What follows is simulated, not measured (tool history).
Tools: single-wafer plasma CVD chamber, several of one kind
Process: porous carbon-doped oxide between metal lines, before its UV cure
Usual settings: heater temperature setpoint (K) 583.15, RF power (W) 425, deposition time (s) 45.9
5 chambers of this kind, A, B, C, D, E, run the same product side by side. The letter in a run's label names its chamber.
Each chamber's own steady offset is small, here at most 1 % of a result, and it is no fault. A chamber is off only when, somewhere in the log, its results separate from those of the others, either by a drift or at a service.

run	hour	heater temperature setpoint (K)	RF power (W)	deposition time (s)	hours since the last thermocouple change	hours since the last RF generator calibration	read-back reference wafer on the same gauge, thickness_nm	mean film thickness on the monitor wafer (angstrom)
1C	8.3	583.15	425	45.9	713.2	2058.9	202.02	2081.5
2A	17.3	583.15	425	45.9	1358.6	494.5	202.10	2065.4
3B	23.2	583.15	425	45.9	2379.6	483.6	202.11	2065.5
4D	28.3	583.15	425	45.9	1034.5	422.4	202.03	2073.9
5E	36.9	583.15	425	45.9	1445.7	381.8	202.21	2050.8
6C	46.2	583.15	425	45.9	751.1	2096.8	202.22	2084.0
# hour 47.8: chamber E: thermocouple changed; heater temperature recalibrated
7E	56.7	583.15	470	45.9	9.0	401.6	202.33	2214.9
8B	64.5	583.15	470	45.9	2420.9	524.9	202.41	2240.3
9A	72.3	583.15	470	45.9	1413.6	549.5	202.40	2230.2
10D	78.2	583.15	470	45.9	1084.4	472.3	202.35	2244.2
11D	86.1	583.15	470	45.9	1092.3	480.2	202.38	2234.0
12A	92.7	583.15	425	45.9	1434.0	569.9	202.46	2065.8
13E	101.6	572.15	425	38.6	53.9	446.5	202.48	1847.0
14C	109.9	572.15	425	38.6	814.8	2160.5	202.64	1865.7
15B	115.5	572.15	425	38.6	2471.9	575.9	202.62	1861.2
16C	125.7	572.15	425	38.6	830.6	2176.3	202.54	1877.3
17E	134.5	572.15	425	38.6	86.8	479.4	202.72	1849.5
# hour 139.8: chamber C: RF generator calibrated
18A	140.0	583.15	425	45.9	1481.3	617.2	202.63	2070.3
19B	148.1	583.15	425	45.9	2504.5	608.5	202.84	2079.5
20D	154.7	583.15	425	45.9	1160.9	548.8	202.63	2086.1
21C	162.7	583.15	425	45.9	867.6	23.0	202.86	2087.1
22D	173.2	574.15	425	45.9	1179.4	567.3	202.83	2191.3
23E	178.1	574.15	425	45.9	130.4	523.0	202.74	2161.9
24A	187.9	574.15	425	45.9	1529.2	665.1	202.86	2180.6
25B	196.8	574.15	425	45.9	2553.2	657.2	203.00	2184.9
26A	205.5	574.15	425	45.9	1546.8	682.7	202.93	2178.2
27E	213.1	583.15	425	42.3	165.4	558.0	202.99	1900.9
28C	220.3	583.15	425	42.3	925.2	80.6	203.03	1928.5
29D	228.7	583.15	425	42.3	1234.9	622.8	203.08	1931.2
30B	238.7	583.15	425	42.3	2595.1	699.1	203.19	1923.8
31E	249.1	583.15	425	42.3	201.4	594.0	203.14	1904.6
32D	256.9	583.15	425	45.9	1263.1	651.0	203.19	2086.1
33A	264.1	583.15	425	45.9	1605.4	741.3	203.25	2080.2
34C	271.1	583.15	425	45.9	976.0	131.4	203.27	2085.6
35B	278.6	583.15	425	45.9	2635.0	739.0	203.28	2086.3

The same settings go to every chamber for the next run, one line per chamber below. Forecast the results for each:
36A	286.2	571.15	425	45.9				?
36B	286.2	571.15	425	45.9				?
36C	286.2	571.15	425	45.9				?
36D	286.2	571.15	425	45.9				?
36E	286.2	571.15	425	45.9				?

run	mean film thickness on the monitor wafer (angstrom)
36A	2228.4
36B	2230.7
36C	2241.2
36D	2238.6
36E	2205.8

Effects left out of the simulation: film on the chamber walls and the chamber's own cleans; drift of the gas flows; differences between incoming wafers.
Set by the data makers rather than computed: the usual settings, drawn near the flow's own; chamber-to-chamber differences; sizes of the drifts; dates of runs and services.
